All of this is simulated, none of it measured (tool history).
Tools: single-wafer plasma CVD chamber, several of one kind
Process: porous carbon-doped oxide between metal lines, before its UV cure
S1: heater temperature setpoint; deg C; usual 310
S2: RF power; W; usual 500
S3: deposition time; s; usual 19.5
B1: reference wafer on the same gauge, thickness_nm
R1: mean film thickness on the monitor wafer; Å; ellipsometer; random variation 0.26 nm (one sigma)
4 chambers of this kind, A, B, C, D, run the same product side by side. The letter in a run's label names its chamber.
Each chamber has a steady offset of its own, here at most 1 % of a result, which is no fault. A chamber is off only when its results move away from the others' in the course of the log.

run 1D hour=5.5 | S1=310 S2=500 S3=19.5 | B1=107.96 | R1=1004.2
run 2C hour=12.7 | S1=310 S2=500 S3=19.5 | B1=107.95 | R1=1008.7
run 3B hour=20.2 | S1=310 S2=500 S3=19.5 | B1=108.06 | R1=1008.5
run 4A hour=26.6 | S1=310 S2=500 S3=19.5 | B1=107.99 | R1=1006.2
run 5D hour=30.7 | S1=310 S2=500 S3=19.5 | B1=108.02 | R1=1011.9
run 6A hour=37.4 | S1=310 S2=500 S3=19.5 | B1=108.03 | R1=997.84
run 7C hour=41.3 | S1=318 S2=500 S3=17.3 | B1=108.03 | R1=862.96
run 8B hour=48.2 | S1=318 S2=500 S3=17.3 | B1=108.01 | R1=858.93
run 9B hour=54.7 | S1=318 S2=500 S3=17.3 | B1=108.02 | R1=858.9
run 10C hour=59.2 | S1=318 S2=500 S3=17.3 | B1=108.02 | R1=861.27
run 11D hour=66.2 | S1=310 S2=500 S3=19.5 | B1=108.01 | R1=1010.1
run 12A hour=70.5 | S1=310 S2=500 S3=19.5 | B1=107.99 | R1=1003.5
run 13B hour=77 | S1=310 S2=500 S3=19.5 | B1=108.04 | R1=1008.9
run 14A hour=80.7 | S1=310 S2=500 S3=21 | B1=108 | R1=1076.3
run 15C hour=84.1 | S1=310 S2=500 S3=21 | B1=108.05 | R1=1085.4
run 16D hour=87.9 | S1=310 S2=500 S3=21 | B1=107.97 | R1=1081.3
run 17B hour=95.1 | S1=310 S2=500 S3=21 | B1=108.03 | R1=1080.7
run 18A hour=101.8 | S1=310 S2=500 S3=19.5 | B1=107.99 | R1=1002.6
run 19C hour=105.7 | S1=310 S2=500 S3=19.5 | B1=108.01 | R1=1010
run 20D hour=112.8 | S1=298 S2=500 S3=16.7 | B1=107.96 | R1=920.37
run 21D hour=118.6 | S1=298 S2=500 S3=16.7 | B1=108.01 | R1=921.48
run 22A hour=122.6 | S1=298 S2=500 S3=16.7 | B1=108.04 | R1=923.55
run 23B hour=129.2 | S1=298 S2=500 S3=16.7 | B1=107.95 | R1=930.97
run 24C hour=133.5 | S1=310 S2=500 S3=19.5 | B1=107.99 | R1=1006.5
run 25B hour=138 | S1=310 S2=500 S3=19.5 | B1=108.05 | R1=1007.1
run 26A hour=144.4 | S1=310 S2=500 S3=19.5 | B1=108.06 | R1=999.99
run 27C hour=149.9 | S1=310 S2=500 S3=19.5 | B1=107.98 | R1=1005.9
run 28D hour=153.4 | S1=310 S2=500 S3=19.5 | B1=108.01 | R1=994.62
run 29A hour=157 | S1=310 S2=500 S3=19.5 | B1=107.88 | R1=1005.1
run 30B hour=164.1 | S1=310 S2=500 S3=19.5 | B1=108.07 | R1=1002.6
run 31C hour=169.9 | S1=310 S2=500 S3=19.5 | B1=108.05 | R1=1009.9
run 32D hour=177.1 | S1=310 S2=500 S3=19.5 | B1=107.94 | R1=986.01
run 33C hour=184.3 | S1=310 S2=500 S3=19.5 | B1=108.08 | R1=1011
run 34A hour=191.6 | S1=310 S2=500 S3=19.5 | B1=107.97 | R1=1003.7
run 35B hour=195.3 | S1=310 S2=500 S3=19.5 | B1=107.96 | R1=1005.9
run 36D hour=200.3 | S1=310 S2=500 S3=19.5 | B1=108.02 | R1=983.71
run 37D hour=207.3 | S1=324 S2=470 S3=19.5 | B1=107.97 | R1=880.93
run 38A hour=213.4 | S1=324 S2=470 S3=19.5 | B1=108.04 | R1=893.58
run 39B hour=218.9 | S1=324 S2=470 S3=19.5 | B1=107.96 | R1=896.17
run 40C hour=223.1 | S1=324 S2=470 S3=19.5 | B1=107.99 | R1=899.52

Is one chamber off against the others, does the gauge drift, or is nothing wrong? If a chamber is off, say which, and what the likeliest cause is.

Chamber D drifts away from the others.
Cause: wafer temperature above the value expected at the setpoint (K) = 5.8.
The log may not tell that from: delivered RF power below the setpoint (%).

Here are 4 candidates for chamber D's next run, each the usual settings with a change, their results left as question marks. Which one brings its results back in line with what the others give on the usual settings?
In line means no further than this from the other chambers' mean on the usual settings: R1 9 Å
run 41D-1 hour=228.5 | S1=310 S2=480 S3=19.5 | R1=?
run 41D-2 hour=228.5 | S1=311 S2=490 S3=19 | R1=?
run 41D-3 hour=228.5 | S1=310 S2=500 S3=20.1 | R1=?
run 41D-4 hour=228.5 | S1=309 S2=510 S3=20.1 | R1=?

The other chambers' mean on the usual settings: R1 1005.2 Å
run=41D-1 R1=948.48
run=41D-2 R1=933.35
run=41D-3 R1=1004.3
run=41D-4 R1=1023
41D-3 brings the chamber back in line.
